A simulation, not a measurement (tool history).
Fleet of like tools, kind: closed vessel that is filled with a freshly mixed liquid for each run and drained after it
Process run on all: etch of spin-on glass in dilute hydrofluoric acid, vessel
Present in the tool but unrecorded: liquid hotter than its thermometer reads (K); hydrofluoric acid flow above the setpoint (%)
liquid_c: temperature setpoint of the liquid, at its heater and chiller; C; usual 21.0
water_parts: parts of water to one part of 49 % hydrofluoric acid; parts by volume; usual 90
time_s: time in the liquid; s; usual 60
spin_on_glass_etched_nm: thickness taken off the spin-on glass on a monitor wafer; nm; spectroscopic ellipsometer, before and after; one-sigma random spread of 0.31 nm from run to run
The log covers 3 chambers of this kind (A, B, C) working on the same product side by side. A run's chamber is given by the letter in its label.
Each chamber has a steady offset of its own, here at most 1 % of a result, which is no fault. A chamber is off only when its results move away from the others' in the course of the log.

run   hour  liquid_c  water_parts  time_s  hours since the thermometer was replaced  hours since the hydrofluoric acid flow meter was replaced  read-back film thickness of the spin-on glass reference wafer, read on the same gauge (nm)  spin_on_glass_etched_nm
 1B    6.5      21.0           90      60                                     322.3                                                      156.3                                                                                      149.97                   32.480
 2C   13.2      21.0           90      60                                    1600.6                                                     1592.8                                                                                      150.00                   31.804
 3A   20.7      21.0           90      60                                     493.4                                                      459.6                                                                                      150.00                   32.672
 4A   28.8      21.0           90      60                                     501.5                                                      467.7                                                                                      150.01                   32.500
 5C   34.2      21.0           90      60                                    1621.6                                                     1613.8                                                                                      150.04                   32.327
 6B   45.2      21.0           90      60                                     361.0                                                      195.0                                                                                      149.99                   32.750
 7C   54.9      21.0           90      60                                    1642.3                                                     1634.5                                                                                      149.99                   32.064
 8A   61.2      21.0           90      60                                     533.9                                                      500.1                                                                                      150.00                   32.776
 9B   69.4      21.0           90      60                                     385.2                                                      219.2                                                                                      149.98                   32.437
10A   78.9      21.0           90      60                                     551.6                                                      517.8                                                                                      150.05                   32.660
11B   89.9      21.0           90      60                                     405.7                                                      239.7                                                                                      150.00                   32.617
12C   99.3      21.0           90      60                                    1686.7                                                     1678.9                                                                                      150.06                   32.483
13C  104.7      21.0           90      60                                    1692.1                                                     1684.3                                                                                      150.00                   32.358
14B  110.3      21.0           90      60                                     426.1                                                      260.1                                                                                      150.00                   33.493
15A  121.4      21.0           90      60                                     594.1                                                      560.3                                                                                      150.02                   32.488
16C  127.0      21.0           90      60                                    1714.4                                                     1706.6                                                                                      150.03                   32.425
17B  136.6      21.0           90      60                                     452.4                                                      286.4                                                                                      150.02                   33.623
18A  146.8      21.0           90      60                                     619.5                                                      585.7                                                                                      149.97                   32.315
19B  153.0      21.0           90      60                                     468.8                                                      302.8                                                                                      150.06                   34.091
     160.9  -- chamber C: hydrofluoric acid flow meter replaced
20A  164.4      21.0           90      60                                     637.1                                                      603.3                                                                                      150.04                   32.253
21C  174.6      21.0           90      60                                    1762.0                                                       13.8                                                                                      150.02                   32.526
22C  186.2      21.0           90      60                                    1773.6                                                       25.4                                                                                      149.96                   31.923
23A  197.4      21.0           90      60                                     670.1                                                      636.3                                                                                      149.95                   32.444
24B  207.2      21.0           90      60                                     523.0                                                      357.0                                                                                      149.99                   35.588
25B  216.8      21.0           90      90                                     532.6                                                      366.6                                                                                      150.04                   52.091
26C  228.4      21.0           90      90                                    1815.8                                                       67.6                                                                                      149.97                   48.735
27A  239.4      21.0           90      90                                     712.1                                                      678.3                                                                                      150.02                   49.059
28C  249.1      21.0           90      60                                    1836.5                                                       88.3                                                                                      149.97                   32.319
29A  257.7      22.5           90      60                                     730.4                                                      696.6                                                                                      150.04                   34.232

Is one chamber out of step, is the gauge drifting, or do the chambers differ by no more than their own small offsets? For an off chamber, give its letter and the likeliest cause.

It is chamber B that slowly wanders off from its peers.
Likeliest cause: liquid hotter than its thermometer reads (K) = 2.55.
The log might look much the same if the cause were instead: hydrofluoric acid flow above the setpoint (%).

Which of the 4 candidates below, each the usual settings with something changed and its results left as question marks, puts chamber B back in line with what the other chambers give on the usual settings?
Maximum distance from the other chambers' mean on the usual settings for a result to count as in line: spin_on_glass_etched_nm 1.100 nm
30B-1  266.2      20.5           90      55                                                                                                                                                                                                                         ?
30B-2  266.2      23.5           90      60                                                                                                                                                                                                                         ?
30B-3  266.2      22.0           90      60                                                                                                                                                                                                                         ?
30B-4  266.2      20.0           90      60                                                                                                                                                                                                                         ?

On the usual settings, the other chambers give on average: spin_on_glass_etched_nm 32.394 nm
  run  spin_on_glass_etched_nm
30B-1                   32.369
30B-2                   39.764
30B-3                   37.479
30B-4                   34.606
The answer is 30B-1, which returns the chamber to within the allowed miss of the others.
